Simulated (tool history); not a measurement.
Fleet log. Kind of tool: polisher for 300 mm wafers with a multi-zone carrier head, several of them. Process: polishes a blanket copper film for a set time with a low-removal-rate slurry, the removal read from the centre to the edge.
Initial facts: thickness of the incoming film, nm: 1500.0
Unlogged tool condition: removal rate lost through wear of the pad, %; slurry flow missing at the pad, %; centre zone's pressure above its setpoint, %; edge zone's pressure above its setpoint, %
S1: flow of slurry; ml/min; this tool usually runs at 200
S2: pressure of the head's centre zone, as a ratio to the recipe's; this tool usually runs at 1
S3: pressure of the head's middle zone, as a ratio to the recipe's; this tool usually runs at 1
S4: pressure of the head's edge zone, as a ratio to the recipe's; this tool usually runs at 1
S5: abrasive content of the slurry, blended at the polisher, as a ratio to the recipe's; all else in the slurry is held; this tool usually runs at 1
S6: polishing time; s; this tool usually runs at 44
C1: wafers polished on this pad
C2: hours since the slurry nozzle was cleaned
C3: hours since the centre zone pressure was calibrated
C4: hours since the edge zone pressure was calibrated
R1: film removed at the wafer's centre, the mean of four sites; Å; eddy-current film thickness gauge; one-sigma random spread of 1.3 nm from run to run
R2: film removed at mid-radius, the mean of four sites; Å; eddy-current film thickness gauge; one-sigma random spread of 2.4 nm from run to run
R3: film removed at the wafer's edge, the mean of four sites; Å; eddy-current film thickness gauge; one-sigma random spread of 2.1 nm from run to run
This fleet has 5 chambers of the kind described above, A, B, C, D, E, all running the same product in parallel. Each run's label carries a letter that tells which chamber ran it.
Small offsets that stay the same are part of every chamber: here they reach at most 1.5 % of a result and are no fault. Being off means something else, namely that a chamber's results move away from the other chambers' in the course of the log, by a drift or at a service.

Run 1B, hour 7.2: usual settings; C1 633; C2 478.4; C3 867.9; C4 663.6. Result: R1 1567.4 Å, R2 1586.5 Å, R3 1570.1 Å.
Run 2A, hour 13.5: usual settings; C1 864; C2 140.5; C3 105.4; C4 19.8. Result: R1 1603.2 Å, R2 1637 Å, R3 1554.3 Å.
Run 3E, hour 20.4: usual settings; C1 356; C2 302.5; C3 352; C4 64.1. Result: R1 1609.2 Å, R2 1614.3 Å, R3 1550.5 Å.
At hour 22.1: chamber E: slurry nozzle cleaned.
Run 4C, hour 29.5: usual settings; C1 533; C2 496.9; C3 295.7; C4 892.7. Result: R1 1563.9 Å, R2 1553.7 Å, R3 1564.2 Å.
At hour 29.6: chamber C: worn pad replaced by a new one.
At hour 41: chamber B: worn pad replaced by a new one.
Run 5D, hour 41.2: usual settings; C1 463; C2 401.1; C3 392.1; C4 532.7. Result: R1 1570.1 Å, R2 1578.2 Å, R3 1600.8 Å.
Run 6E, hour 52.2: usual settings; C1 555; C2 30.1; C3 383.8; C4 95.9. Result: R1 1592 Å, R2 1586.9 Å, R3 1555.7 Å.
At hour 60.8: chamber A: worn pad replaced by a new one.
Run 7C, hour 62.5: usual settings; C1 206; C2 529.9; C3 328.7; C4 925.7. Result: R1 1556.5 Å, R2 1558.9 Å, R3 1544 Å.
Run 8A, hour 68.5: usual settings; C1 48; C2 195.5; C3 160.4; C4 74.8. Result: R1 1609.2 Å, R2 1591.3 Å, R3 1584 Å.
Run 9B, hour 77.5: usual settings; C1 228; C2 548.7; C3 938.2; C4 733.9. Result: R1 1589.4 Å, R2 1544.8 Å, R3 1576.6 Å.
Run 10D, hour 85.6: usual settings; C1 741; C2 445.5; C3 436.5; C4 577.1. Result: R1 1546.7 Å, R2 1599.4 Å, R3 1587.5 Å.
Run 11E, hour 94.5: usual settings; C1 819; C2 72.4; C3 426.1; C4 138.2. Result: R1 1586.1 Å, R2 1542.7 Å, R3 1572.4 Å.
Run 12C, hour 100.4: usual settings but S3 0.95, S6 30 s; C1 443; C2 567.8; C3 366.6; C4 963.6. Result: R1 1060.9 Å, R2 1019 Å, R3 1052.2 Å.
At hour 101: chamber D: centre zone pressure recalibrated.
Run 13A, hour 108.8: usual settings but S3 0.95, S6 30 s; C1 300; C2 235.8; C3 200.7; C4 115.1. Result: R1 1087.7 Å, R2 1050.8 Å, R3 1080.8 Å.
At hour 110.4: chamber B: slurry nozzle cleaned.
At hour 119.2: chamber C: worn pad replaced by a new one.
Run 14B, hour 120.2: usual settings but S3 0.95, S6 30 s; C1 495; C2 9.8; C3 980.9; C4 776.6. Result: R1 1085.5 Å, R2 1019.4 Å, R3 1070.1 Å.
Run 15D, hour 128.4: usual settings but S3 0.95, S6 30 s; C1 1009; C2 488.3; C3 27.5; C4 619.9. Result: R1 1084 Å, R2 1019.9 Å, R3 1078.7 Å.
Run 16D, hour 140.4: usual settings but S3 0.95, S6 30 s; C1 1084; C2 500.3; C3 39.5; C4 631.9. Result: R1 1057 Å, R2 1019.6 Å, R3 1080.1 Å.
Run 17B, hour 150.2: usual settings; C1 683; C2 39.8; C3 1010.9; C4 806.6. Result: R1 1582.8 Å, R2 1577.9 Å, R3 1585.3 Å.
At hour 158.8: chamber B: worn pad replaced by a new one.
At hour 159.2: chamber D: worn pad replaced by a new one.
Run 18E, hour 159.5: usual settings; C1 1226; C2 137.4; C3 491.1; C4 203.2. Result: R1 1549 Å, R2 1580 Å, R3 1559.3 Å.
Run 19C, hour 168: usual settings; C1 305; C2 635.4; C3 434.2; C4 1031.2. Result: R1 1545.9 Å, R2 1601.7 Å, R3 1544.7 Å.
Run 20A, hour 175.2: usual settings; C1 715; C2 302.2; C3 267.1; C4 181.5. Result: R1 1580.6 Å, R2 1600.7 Å, R3 1593.9 Å.
At hour 177.4: chamber C: edge zone pressure recalibrated.
At hour 180.8: chamber A: slurry nozzle cleaned.
Run 21C, hour 183.3: usual settings; C1 401; C2 650.7; C3 449.5; C4 5.9. Result: R1 1566.8 Å, R2 1600.6 Å, R3 1580.7 Å.
Run 22B, hour 189.5: usual settings; C1 192; C2 79.1; C3 1050.2; C4 845.9. Result: R1 1572.7 Å, R2 1585.2 Å, R3 1581.1 Å.
Run 23A, hour 195: usual settings; C1 839; C2 14.3; C3 286.9; C4 201.3. Result: R1 1593.1 Å, R2 1605.7 Å, R3 1599.9 Å.
At hour 199: chamber C: worn pad replaced by a new one.
Run 24E, hour 205.7: usual settings; C1 1515; C2 183.6; C3 537.3; C4 249.4. Result: R1 1533.8 Å, R2 1469.2 Å, R3 1530.9 Å.
Run 25D, hour 213.9: usual settings; C1 342; C2 573.8; C3 113; C4 705.4. Result: R1 1566.1 Å, R2 1583 Å, R3 1597.1 Å.
At hour 215.3: chamber A: centre zone pressure recalibrated.
Run 26E, hour 219.3: usual settings; C1 1600; C2 197.2; C3 550.9; C4 263. Result: R1 1518.5 Å, R2 1544.2 Å, R3 1506.6 Å.
At hour 225.5: chamber D: slurry nozzle cleaned.
Run 27B, hour 228.9: usual settings; C1 438; C2 118.5; C3 1089.6; C4 885.3. Result: R1 1619.2 Å, R2 1588.1 Å, R3 1590.8 Å.
Run 28D, hour 237.9: usual settings; C1 492; C2 12.4; C3 137; C4 729.4. Result: R1 1563.9 Å, R2 1602.2 Å, R3 1582.2 Å.
Run 29C, hour 245: usual settings but S1 235 ml/min, S4 0.94; C1 288; C2 712.4; C3 511.2; C4 67.6. Result: R1 1575 Å, R2 1607.8 Å, R3 1554.7 Å.
Run 30A, hour 253.1: usual settings but S1 235 ml/min, S4 0.94; C1 1202; C2 72.4; C3 37.8; C4 259.4. Result: R1 1639.5 Å, R2 1641.5 Å, R3 1537.3 Å.
Run 31C, hour 264.8: usual settings but S1 235 ml/min, S4 0.94; C1 412; C2 732.2; C3 531; C4 87.4. Result: R1 1618.6 Å, R2 1637.8 Å, R3 1566.9 Å.
Run 32D, hour 273.8: usual settings but S1 235 ml/min, S4 0.94; C1 716; C2 48.3; C3 172.9; C4 765.3. Result: R1 1593.6 Å, R2 1645.3 Å, R3 1529.3 Å.
At hour 278.8: chamber A: worn pad replaced by a new one.
At hour 281.8: chamber C: worn pad replaced by a new one.
Run 33E, hour 284: usual settings but S1 235 ml/min, S4 0.94; C1 2004; C2 261.9; C3 615.6; C4 327.7. Result: R1 1537.9 Å, R2 1501.7 Å, R3 1457.5 Å.
At hour 292.2: chamber B: edge zone pressure recalibrated.
Run 34B, hour 293.4: usual settings; C1 842; C2 183; C3 1154.1; C4 1.2. Result: R1 1561.4 Å, R2 1574.5 Å, R3 1570.9 Å.
At hour 294.3: chamber E: slurry nozzle cleaned.
At hour 300.2: chamber B: worn pad replaced by a new one.
Run 35A, hour 301.7: usual settings; C1 143; C2 121; C3 86.4; C4 308. Result: R1 1578.9 Å, R2 1587.1 Å, R3 1579.2 Å.
Run 36C, hour 311.7: usual settings; C1 187; C2 779.1; C3 577.9; C4 134.3. Result: R1 1577.8 Å, R2 1556.7 Å, R3 1613.3 Å.
Run 37B, hour 321.6: usual settings; C1 134; C2 211.2; C3 1182.3; C4 29.4. Result: R1 1587 Å, R2 1561 Å, R3 1568.1 Å.
Run 38A, hour 330.4: usual settings; C1 323; C2 149.7; C3 115.1; C4 336.7. Result: R1 1588.1 Å, R2 1627.2 Å, R3 1572.9 Å.
Run 39D, hour 338.3: usual settings; C1 1120; C2 112.8; C3 237.4; C4 829.8. Result: R1 1575.5 Å, R2 1559.5 Å, R3 1570.9 Å.
Run 40E, hour 344.6: usual settings; C1 2383; C2 50.3; C3 676.2; C4 388.3. Result: R1 1467.1 Å, R2 1408.4 Å, R3 1453.8 Å.

Is one chamber off against the others, does the gauge drift, or is nothing wrong? If a chamber is off, say which, and what the likeliest cause is.

One chamber, E, drifts off from the rest bit by bit.
Likeliest cause: removal rate lost through wear of the pad, % = 9.95.

Chamber E could run next with any of the 4 candidate recipes listed below; each alters the usual settings, and their results appear as question marks. Which one brings its results back in line with what the other chambers deliver on the usual settings?
In line here means within this much of the mean the other chambers give on the usual settings: R1 45 Å; R2 83 Å; R3 73 Å
Run 41E-1, hour 353.5: usual settings but S2 1.01, S4 0.99, S6 40 s. Result: R1 ?, R2 ?, R3 ?.
Run 41E-2, hour 353.5: usual settings but S6 42 s. Result: R1 ?, R2 ?, R3 ?.
Run 41E-3, hour 353.5: usual settings but S6 46 s. Result: R1 ?, R2 ?, R3 ?.
Run 41E-4, hour 353.5: usual settings but S2 0.99, S4 1.01, S6 49 s. Result: R1 ?, R2 ?, R3 ?.

The other chambers' mean on the usual settings: R1 1580 Å; R2 1587.1 Å; R3 1580.6 Å
  run      R1      R2      R3
41E-1  1323.6  1317.4  1281.2
41E-2  1374.9  1383.3  1352.5
41E-3  1505.9  1515.1  1481.3
41E-4  1586.8    1614  1586.3
The right change is 41E-4: it brings the chamber back within the allowed miss of the others.

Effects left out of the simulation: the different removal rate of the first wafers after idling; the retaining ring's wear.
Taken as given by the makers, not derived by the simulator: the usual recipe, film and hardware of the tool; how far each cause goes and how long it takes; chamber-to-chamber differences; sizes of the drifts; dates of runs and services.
